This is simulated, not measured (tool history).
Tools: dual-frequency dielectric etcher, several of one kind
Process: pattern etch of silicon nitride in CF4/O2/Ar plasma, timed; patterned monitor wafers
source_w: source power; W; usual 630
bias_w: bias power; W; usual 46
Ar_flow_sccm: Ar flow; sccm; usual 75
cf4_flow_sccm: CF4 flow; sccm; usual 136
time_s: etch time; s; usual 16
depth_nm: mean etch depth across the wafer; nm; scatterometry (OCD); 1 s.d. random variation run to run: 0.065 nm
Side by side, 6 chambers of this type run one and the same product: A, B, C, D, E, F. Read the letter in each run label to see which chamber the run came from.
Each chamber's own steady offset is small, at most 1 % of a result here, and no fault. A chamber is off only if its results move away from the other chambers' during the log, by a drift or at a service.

run,day,source_w,bias_w,Ar_flow_sccm,cf4_flow_sccm,time_s,"read-back reference wafer on the same gauge, depth_nm",depth_nm
1C,0.438,630,46,75,136,16,39.321,38.627
# day 0.583: chamber D: wet clean of the chamber
2E,0.662,630,46,75,136,16,39.326,38.478
3D,0.871,630,46,75,136,16,39.305,38.384
4A,1.242,630,46,75,136,16,39.323,38.944
5B,1.688,630,46,75,136,16,39.345,38.374
6F,1.917,630,46,75,136,16,39.334,38.486
# day 1.950: chamber E: Ar flow controller replaced
# day 2.117: chamber C: source power generator calibrated
7B,2.133,630,46,75,136,16,39.354,38.314
8E,2.546,630,46,75,136,16,39.362,38.405
9A,2.975,630,46,75,136,16,39.375,39.105
10C,3.408,630,46,75,136,16,39.380,38.708
11D,3.829,630,46,75,136,16,39.368,38.519
12F,4.129,630,46,75,136,16,39.386,38.547
13D,4.367,630,46,75,136,16,39.397,38.534
14F,4.804,630,46,75,136,16,39.409,38.730
15C,5.042,630,46,75,136,16,39.408,38.655
16A,5.433,630,46,75,136,16,39.425,38.997
17E,5.796,630,46,75,136,16,39.425,38.531
18B,6.171,630,46,75,136,16,39.434,38.549
19B,6.421,630,46,75,136,16,39.437,38.487
# day 6.450: chamber E: wet clean of the chamber
20D,6.675,630,46,91,136,16,39.441,37.832
21A,6.958,630,46,91,136,16,39.454,38.291
22E,7.208,630,46,91,136,16,39.463,37.858
23F,7.650,630,46,91,136,16,39.473,37.775
24C,8.075,630,46,91,136,16,39.485,38.078
25A,8.267,630,46,91,136,16,39.486,38.210
26F,8.512,500,41,75,136,16,39.479,30.505
27B,8.958,500,41,75,136,16,39.503,30.484
# day 9.129: chamber C: bias power generator calibrated
28E,9.254,500,41,75,136,16,39.488,30.332
29D,9.521,500,41,75,136,16,39.511,30.446
30C,9.900,500,41,75,136,16,39.518,30.489
# day 10.075: chamber A: wet clean of the chamber
31C,10.246,500,41,75,136,16,39.518,30.392
32E,10.662,630,46,75,136,16,39.518,38.778
33D,10.967,630,46,75,136,16,39.551,38.719
34A,11.400,630,46,75,136,16,39.561,39.194
35F,11.804,630,46,75,136,16,39.556,38.677
# day 12.042: chamber B: wet clean of the chamber
36B,12.104,630,51,75,136,16,39.562,39.917

Does one chamber stand apart from the rest, does the shared gauge drift, or is all well apart from small per-chamber offsets? Give the chamber and the most likely cause, where there is one.

None of the chambers is off. What moves is the gauge, dragging all their readings along together.
Most likely cause: gauge reads high (%) = 0.693.
